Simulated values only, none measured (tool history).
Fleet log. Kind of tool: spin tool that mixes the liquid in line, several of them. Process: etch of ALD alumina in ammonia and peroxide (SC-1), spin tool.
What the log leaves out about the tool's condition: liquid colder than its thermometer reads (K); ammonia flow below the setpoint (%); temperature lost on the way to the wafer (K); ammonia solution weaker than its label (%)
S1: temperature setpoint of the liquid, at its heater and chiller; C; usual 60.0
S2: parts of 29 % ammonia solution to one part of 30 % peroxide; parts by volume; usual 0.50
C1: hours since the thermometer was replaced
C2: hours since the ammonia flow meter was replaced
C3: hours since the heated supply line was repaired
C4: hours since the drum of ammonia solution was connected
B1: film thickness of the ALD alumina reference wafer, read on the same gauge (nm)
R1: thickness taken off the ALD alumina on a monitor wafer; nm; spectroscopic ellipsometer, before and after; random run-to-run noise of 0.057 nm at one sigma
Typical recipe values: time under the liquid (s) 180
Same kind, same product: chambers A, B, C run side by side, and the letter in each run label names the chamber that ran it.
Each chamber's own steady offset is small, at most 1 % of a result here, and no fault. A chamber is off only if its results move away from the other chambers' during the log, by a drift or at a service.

{"run": "1C", "hour": 9.9, "S1": 60.0, "S2": 0.5, "time under the liquid (s)": 180, "C1": 470.3, "C2": 2361.1, "C3": 56.9, "C4": 390.7, "B1": 99.983, "R1": 14.668}
{"run": "2B", "hour": 18.6, "S1": 60.0, "S2": 0.5, "time under the liquid (s)": 180, "C1": 1280.0, "C2": 145.4, "C3": 3444.3, "C4": 191.9, "B1": 100.01, "R1": 14.599}
{"run": "3A", "hour": 26.6, "S1": 60.0, "S2": 0.5, "time under the liquid (s)": 180, "C1": 2324.7, "C2": 293.9, "C3": 1806.4, "C4": 138.1, "B1": 100.05, "R1": 14.558}
{"run": "4B", "hour": 36.4, "S1": 60.0, "S2": 0.5, "time under the liquid (s)": 180, "C1": 1297.8, "C2": 163.2, "C3": 3462.1, "C4": 209.7, "B1": 100.02, "R1": 14.502}
{"run": "5C", "hour": 43.3, "S1": 60.0, "S2": 0.5, "time under the liquid (s)": 180, "C1": 503.7, "C2": 2394.5, "C3": 90.3, "C4": 424.1, "B1": 100.01, "R1": 14.646}
{"run": "6A", "hour": 52.4, "S1": 60.0, "S2": 0.6, "time under the liquid (s)": 130, "C1": 2350.5, "C2": 319.7, "C3": 1832.2, "C4": 163.9, "B1": 99.963, "R1": 10.73}
{"run": "7B", "hour": 60.3, "S1": 60.0, "S2": 0.6, "time under the liquid (s)": 130, "C1": 1321.7, "C2": 187.1, "C3": 3486.0, "C4": 233.6, "B1": 99.982, "R1": 10.552}
{"run": "8A", "hour": 70.0, "S1": 60.0, "S2": 0.6, "time under the liquid (s)": 130, "C1": 2368.1, "C2": 337.3, "C3": 1849.8, "C4": 181.5, "B1": 100.0, "R1": 10.723}
{"run": "9C", "hour": 76.5, "S1": 60.0, "S2": 0.5, "time under the liquid (s)": 180, "C1": 536.9, "C2": 2427.7, "C3": 123.5, "C4": 457.3, "B1": 100.04, "R1": 14.662}
{"run": "10C", "hour": 85.1, "S1": 60.0, "S2": 0.5, "time under the liquid (s)": 180, "C1": 545.5, "C2": 2436.3, "C3": 132.1, "C4": 465.9, "B1": 100.05, "R1": 14.559}
{"run": "11A", "hour": 90.9, "S1": 55.5, "S2": 0.5, "time under the liquid (s)": 80, "C1": 2389.0, "C2": 358.2, "C3": 1870.7, "C4": 202.4, "B1": 100.07, "R1": 5.1092}
{"run": "12B", "hour": 98.7, "S1": 55.5, "S2": 0.5, "time under the liquid (s)": 80, "C1": 1360.1, "C2": 225.5, "C3": 3524.4, "C4": 272.0, "B1": 99.993, "R1": 5.0259}
{"run": "13B", "hour": 108.0, "S1": 55.5, "S2": 0.5, "time under the liquid (s)": 80, "C1": 1369.4, "C2": 234.8, "C3": 3533.7, "C4": 281.3, "B1": 99.999, "R1": 5.0272}
{"run": "14A", "hour": 116.9, "S1": 60.0, "S2": 0.5, "time under the liquid (s)": 180, "C1": 2415.0, "C2": 384.2, "C3": 1896.7, "C4": 228.4, "B1": 99.965, "R1": 14.552}
{"run": "15C", "hour": 125.8, "S1": 60.0, "S2": 0.5, "time under the liquid (s)": 180, "C1": 586.2, "C2": 2477.0, "C3": 172.8, "C4": 506.6, "B1": 100.01, "R1": 14.684}
{"run": "16A", "hour": 131.7, "S1": 60.0, "S2": 0.35, "time under the liquid (s)": 125, "C1": 2429.8, "C2": 399.0, "C3": 1911.5, "C4": 243.2, "B1": 100.01, "R1": 9.8392}
{"run": "17B", "hour": 137.1, "S1": 60.0, "S2": 0.35, "time under the liquid (s)": 125, "C1": 1398.5, "C2": 263.9, "C3": 3562.8, "C4": 310.4, "B1": 100.02, "R1": 9.6292}
{"run": "18C", "hour": 143.8, "S1": 60.0, "S2": 0.35, "time under the liquid (s)": 125, "C1": 604.2, "C2": 2495.0, "C3": 190.8, "C4": 524.6, "B1": 100.0, "R1": 9.7575}
{"run": "19C", "hour": 151.6, "S1": 64.5, "S2": 0.6, "time under the liquid (s)": 180, "C1": 612.0, "C2": 2502.8, "C3": 198.6, "C4": 532.4, "B1": 99.997, "R1": 18.655}
{"run": "20B", "hour": 158.9, "S1": 64.5, "S2": 0.6, "time under the liquid (s)": 180, "C1": 1420.3, "C2": 285.7, "C3": 3584.6, "C4": 332.2, "B1": 100.01, "R1": 18.246}
{"run": "21A", "hour": 164.5, "S1": 64.5, "S2": 0.6, "time under the liquid (s)": 180, "C1": 2462.6, "C2": 431.8, "C3": 1944.3, "C4": 276.0, "B1": 99.966, "R1": 18.754}
{"run": "22A", "hour": 169.0, "S1": 60.0, "S2": 0.5, "time under the liquid (s)": 180, "C1": 2467.1, "C2": 436.3, "C3": 1948.8, "C4": 280.5, "B1": 100.02, "R1": 14.649}
{"run": "23C", "hour": 174.8, "S1": 60.0, "S2": 0.5, "time under the liquid (s)": 180, "C1": 635.2, "C2": 2526.0, "C3": 221.8, "C4": 555.6, "B1": 99.996, "R1": 14.615}
{"run": "24B", "hour": 184.2, "S1": 60.0, "S2": 0.65, "time under the liquid (s)": 180, "C1": 1445.6, "C2": 311.0, "C3": 3609.9, "C4": 357.5, "B1": 100.02, "R1": 14.549}
{"run": "25B", "hour": 188.6, "S1": 60.0, "S2": 0.65, "time under the liquid (s)": 180, "C1": 1450.0, "C2": 315.4, "C3": 3614.3, "C4": 361.9, "B1": 100.02, "R1": 14.514}
{"hour": 194.7, "done": "chamber A: thermometer replaced"}
{"run": "26A", "hour": 198.4, "S1": 60.0, "S2": 0.65, "time under the liquid (s)": 180, "C1": 3.8, "C2": 465.7, "C3": 1978.2, "C4": 309.9, "B1": 99.987, "R1": 14.979}
{"run": "27C", "hour": 203.8, "S1": 60.0, "S2": 0.5, "time under the liquid (s)": 180, "C1": 664.2, "C2": 2555.0, "C3": 250.8, "C4": 584.6, "B1": 99.964, "R1": 14.541}
{"run": "28C", "hour": 210.3, "S1": 60.0, "S2": 0.5, "time under the liquid (s)": 180, "C1": 670.7, "C2": 2561.5, "C3": 257.3, "C4": 591.1, "B1": 99.966, "R1": 14.591}

Each of the 3 chambers runs these same settings next. Fill in every chamber's results:
{"run": "29A", "hour": 217.5, "S1": 60.0, "S2": 0.5, "time under the liquid (s)": 180, "R1": "?"}
{"run": "29B", "hour": 217.5, "S1": 60.0, "S2": 0.5, "time under the liquid (s)": 180, "R1": "?"}
{"run": "29C", "hour": 217.5, "S1": 60.0, "S2": 0.5, "time under the liquid (s)": 180, "R1": "?"}

run=29A R1=14.5430
run=29B R1=14.1160
run=29C R1=14.6810
